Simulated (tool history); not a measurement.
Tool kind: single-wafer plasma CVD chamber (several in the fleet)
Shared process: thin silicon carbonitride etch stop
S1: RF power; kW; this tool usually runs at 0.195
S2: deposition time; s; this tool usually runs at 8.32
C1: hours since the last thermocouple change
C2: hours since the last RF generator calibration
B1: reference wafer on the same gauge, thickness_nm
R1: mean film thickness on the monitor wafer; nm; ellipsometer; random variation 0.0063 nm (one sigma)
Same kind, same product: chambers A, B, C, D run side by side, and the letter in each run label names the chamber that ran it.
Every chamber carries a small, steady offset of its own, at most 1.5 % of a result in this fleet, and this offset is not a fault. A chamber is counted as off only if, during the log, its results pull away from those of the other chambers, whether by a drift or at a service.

| run | hour | S1 | S2 | C1 | C2 | B1 | R1 |
|---|---|---|---|---|---|---|---|
| 1C | 2.2 | 0.195 | 8.32 | 357.6 | 1010.7 | 4.4599 | 4.7107 |
| 2B | 6.1 | 0.195 | 8.32 | 29.0 | 2208.0 | 4.4579 | 4.6726 |
| 3A | 9.3 | 0.195 | 8.32 | 78.5 | 2145.8 | 4.4561 | 4.7606 |
| 4D | 13.5 | 0.195 | 8.32 | 334.7 | 427.9 | 4.4562 | 4.7224 |
| 5B | 15.9 | 0.160 | 9.13 | 38.8 | 2217.8 | 4.4565 | 4.8506 |
| 6D | 19.2 | 0.160 | 9.13 | 340.4 | 433.6 | 4.4550 | 4.8837 |
| 7A | 21.6 | 0.160 | 9.13 | 90.8 | 2158.1 | 4.4548 | 4.9112 |
| 8C | 26.0 | 0.160 | 9.13 | 381.4 | 1034.5 | 4.4511 | 4.8528 |
| 9D | 28.7 | 0.195 | 8.32 | 349.9 | 443.1 | 4.4512 | 4.7255 |
| 10B | 32.5 | 0.195 | 8.32 | 55.4 | 2234.4 | 4.4519 | 4.6715 |
| 11C | 35.8 | 0.195 | 8.32 | 391.2 | 1044.3 | 4.4520 | 4.6898 |
| 12A | 40.1 | 0.195 | 8.32 | 109.3 | 2176.6 | 4.4495 | 4.7498 |
| 13D | 43.0 | 0.195 | 8.32 | 364.2 | 457.4 | 4.4501 | 4.7139 |
| 14B | 45.1 | 0.195 | 8.32 | 68.0 | 2247.0 | 4.4479 | 4.6746 |
| 15C | 48.7 | 0.195 | 8.32 | 404.1 | 1057.2 | 4.4467 | 4.6894 |
| 16A | 51.4 | 0.220 | 8.32 | 120.6 | 2187.9 | 4.4459 | 4.9184 |
| 17A | 55.7 | 0.220 | 8.32 | 124.9 | 2192.2 | 4.4447 | 4.9226 |
| 18D | 60.1 | 0.220 | 8.32 | 381.3 | 474.5 | 4.4434 | 4.8925 |
| 19B | 63.3 | 0.220 | 8.32 | 86.2 | 2265.2 | 4.4432 | 4.8290 |
| 20C | 67.5 | 0.195 | 8.32 | 422.9 | 1076.0 | 4.4431 | 4.6878 |
| 21D | 70.7 | 0.195 | 8.32 | 391.9 | 485.1 | 4.4416 | 4.7188 |
| 22C | 73.2 | 0.195 | 8.32 | 428.6 | 1081.7 | 4.4419 | 4.6780 |
|  | 74.6 | chamber B: RF generator calibrated |
| 23B | 76.7 | 0.195 | 8.32 | 99.6 | 2.2 | 4.4414 | 4.6681 |
| 24A | 79.4 | 0.195 | 8.32 | 148.6 | 2215.9 | 4.4387 | 4.7352 |
| 25B | 83.4 | 0.195 | 8.32 | 106.3 | 8.9 | 4.4371 | 4.6593 |
| 26C | 86.3 | 0.235 | 7.23 | 441.7 | 1094.8 | 4.4385 | 4.3077 |
| 27D | 90.1 | 0.235 | 7.23 | 411.3 | 504.5 | 4.4366 | 4.3264 |
| 28A | 92.4 | 0.235 | 7.23 | 161.6 | 2228.9 | 4.4350 | 4.3502 |

Each of the 4 chambers runs these same settings next. Fill in every chamber's results:
| 29A | 95.6 | 0.195 | 8.32 |  |  |  | ? |
| 29B | 95.6 | 0.195 | 8.32 |  |  |  | ? |
| 29C | 95.6 | 0.195 | 8.32 |  |  |  | ? |
| 29D | 95.6 | 0.195 | 8.32 |  |  |  | ? |

| run | R1 |
|---|---|
| 29A | 4.7357 |
| 29B | 4.6587 |
| 29C | 4.6785 |
| 29D | 4.7023 |
